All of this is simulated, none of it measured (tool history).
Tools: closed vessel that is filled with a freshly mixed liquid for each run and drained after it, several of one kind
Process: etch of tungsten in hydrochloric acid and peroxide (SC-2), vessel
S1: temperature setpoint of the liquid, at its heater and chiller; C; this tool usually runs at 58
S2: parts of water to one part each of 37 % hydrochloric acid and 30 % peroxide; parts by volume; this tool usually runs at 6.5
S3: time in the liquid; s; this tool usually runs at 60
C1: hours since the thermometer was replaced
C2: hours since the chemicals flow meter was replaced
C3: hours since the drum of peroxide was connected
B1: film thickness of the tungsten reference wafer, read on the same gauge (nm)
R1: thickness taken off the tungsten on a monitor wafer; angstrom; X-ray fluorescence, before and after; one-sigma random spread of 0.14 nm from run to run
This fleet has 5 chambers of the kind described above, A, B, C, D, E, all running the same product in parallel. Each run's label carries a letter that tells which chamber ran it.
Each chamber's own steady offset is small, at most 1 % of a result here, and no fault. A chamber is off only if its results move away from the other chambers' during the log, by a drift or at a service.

Run 1C, hour 5.7: usual settings; C1 1409.5; C2 836.8; C3 800.2; B1 140.06. Result: R1 213.54 angstrom.
Run 2D, hour 11: usual settings; C1 1256.2; C2 2562.4; C3 111.2; B1 139.99. Result: R1 213.99 angstrom.
Run 3E, hour 22.2: usual settings; C1 61.2; C2 886.8; C3 564.5; B1 140.01. Result: R1 211.13 angstrom.
Run 4A, hour 30.7: usual settings; C1 823.5; C2 466.2; C3 791.2; B1 140.02. Result: R1 212.5 angstrom.
Run 5B, hour 39: usual settings; C1 1201.1; C2 185.7; C3 635; B1 140. Result: R1 212.33 angstrom.
Run 6B, hour 45.1: usual settings; C1 1207.2; C2 191.8; C3 641.1; B1 140.03. Result: R1 209.86 angstrom.
At hour 51.7: chamber D: chemicals flow meter replaced.
Run 7C, hour 54.2: usual settings; C1 1458; C2 885.3; C3 848.7; B1 139.96. Result: R1 209.11 angstrom.
Run 8D, hour 62.8: usual settings; C1 1308; C2 11.1; C3 163; B1 140.03. Result: R1 212.97 angstrom.
Run 9E, hour 72.5: usual settings; C1 111.5; C2 937.1; C3 614.8; B1 139.97. Result: R1 211.7 angstrom.
Run 10A, hour 80.7: usual settings; C1 873.5; C2 516.2; C3 841.2; B1 139.99. Result: R1 212.75 angstrom.
At hour 83.1: chamber D: thermometer replaced.
Run 11A, hour 87.6: usual settings; C1 880.4; C2 523.1; C3 848.1; B1 140.02. Result: R1 212.49 angstrom.
Run 12B, hour 92.5: usual settings; C1 1254.6; C2 239.2; C3 688.5; B1 140. Result: R1 212.08 angstrom.
Run 13E, hour 100.7: usual settings but S1 67 C, S2 4 parts by volume; C1 139.7; C2 965.3; C3 643; B1 140.01. Result: R1 523.46 angstrom.
Run 14D, hour 108.2: usual settings but S1 67 C, S2 4 parts by volume; C1 25.1; C2 56.5; C3 208.4; B1 139.96. Result: R1 519.14 angstrom.
Run 15C, hour 116.2: usual settings but S1 67 C, S2 4 parts by volume; C1 1520; C2 947.3; C3 910.7; B1 140.05. Result: R1 526.83 angstrom.
Run 16D, hour 122.6: usual settings but S1 67 C, S2 4 parts by volume; C1 39.5; C2 70.9; C3 222.8; B1 140. Result: R1 522.26 angstrom.
Run 17A, hour 129: usual settings but S1 67 C, S2 4 parts by volume; C1 921.8; C2 564.5; C3 889.5; B1 140.01. Result: R1 525.97 angstrom.
Run 18E, hour 137.5: usual settings; C1 176.5; C2 1002.1; C3 679.8; B1 139.95. Result: R1 213.78 angstrom.
Run 19B, hour 144.7: usual settings; C1 1306.8; C2 291.4; C3 740.7; B1 140.05. Result: R1 212.89 angstrom.
Run 20C, hour 149.6: usual settings; C1 1553.4; C2 980.7; C3 944.1; B1 140. Result: R1 211.81 angstrom.
Run 21D, hour 154.8: usual settings; C1 71.7; C2 103.1; C3 255; B1 140.03. Result: R1 210.58 angstrom.
Run 22E, hour 162.1: usual settings; C1 201.1; C2 1026.7; C3 704.4; B1 140.02. Result: R1 212.91 angstrom.
Run 23A, hour 170.3: usual settings but S3 95 s; C1 963.1; C2 605.8; C3 930.8; B1 140.02. Result: R1 338.71 angstrom.
Run 24C, hour 181.1: usual settings but S3 95 s; C1 1584.9; C2 1012.2; C3 975.6; B1 139.97. Result: R1 331.86 angstrom.
Run 25B, hour 187: usual settings but S3 95 s; C1 1349.1; C2 333.7; C3 783; B1 139.99. Result: R1 333.37 angstrom.
Run 26E, hour 196.8: usual settings but S3 95 s; C1 235.8; C2 1061.4; C3 739.1; B1 140.04. Result: R1 336.17 angstrom.
Run 27C, hour 203.1: usual settings but S3 95 s; C1 1606.9; C2 1034.2; C3 997.6; B1 140.03. Result: R1 334.36 angstrom.
Run 28A, hour 209.6: usual settings but S1 63 C, S2 4.5 parts by volume; C1 1002.4; C2 645.1; C3 970.1; B1 140.05. Result: R1 385.61 angstrom.
Run 29D, hour 215.7: usual settings but S1 63 C, S2 4.5 parts by volume; C1 132.6; C2 164; C3 315.9; B1 139.95. Result: R1 376.01 angstrom.
Run 30B, hour 221.3: usual settings but S1 63 C, S2 4.5 parts by volume; C1 1383.4; C2 368; C3 817.3; B1 139.99. Result: R1 382.13 angstrom.
At hour 223.9: chamber A: new drum of peroxide connected.
Run 31E, hour 228.7: usual settings but S1 63 C, S2 4.5 parts by volume; C1 267.7; C2 1093.3; C3 771; B1 140.01. Result: R1 379.81 angstrom.
Run 32D, hour 236.9: usual settings but S1 63 C, S2 4.5 parts by volume; C1 153.8; C2 185.2; C3 337.1; B1 140.02. Result: R1 379.45 angstrom.
Run 33B, hour 241.8: usual settings; C1 1403.9; C2 388.5; C3 837.8; B1 140.05. Result: R1 213.21 angstrom.
At hour 249: chamber A: chemicals flow meter replaced.
Run 34A, hour 252.4: usual settings; C1 1045.2; C2 3.5; C3 28.5; B1 140.02. Result: R1 212.94 angstrom.
Run 35C, hour 261.2: usual settings but S1 67 C, S2 4.5 parts by volume; C1 1665; C2 1092.3; C3 1055.7; B1 140.04. Result: R1 486.67 angstrom.

Next, every chamber runs the same settings. What will each give?
Run 36A, hour 269.3: usual settings but S1 62 C. Result: R1 ?.
Run 36B, hour 269.3: usual settings but S1 62 C. Result: R1 ?.
Run 36C, hour 269.3: usual settings but S1 62 C. Result: R1 ?.
Run 36D, hour 269.3: usual settings but S1 62 C. Result: R1 ?.
Run 36E, hour 269.3: usual settings but S1 62 C. Result: R1 ?.

run      R1
36A  272.24
36B  274.07
36C  274.24
36D  274.63
36E  271.87
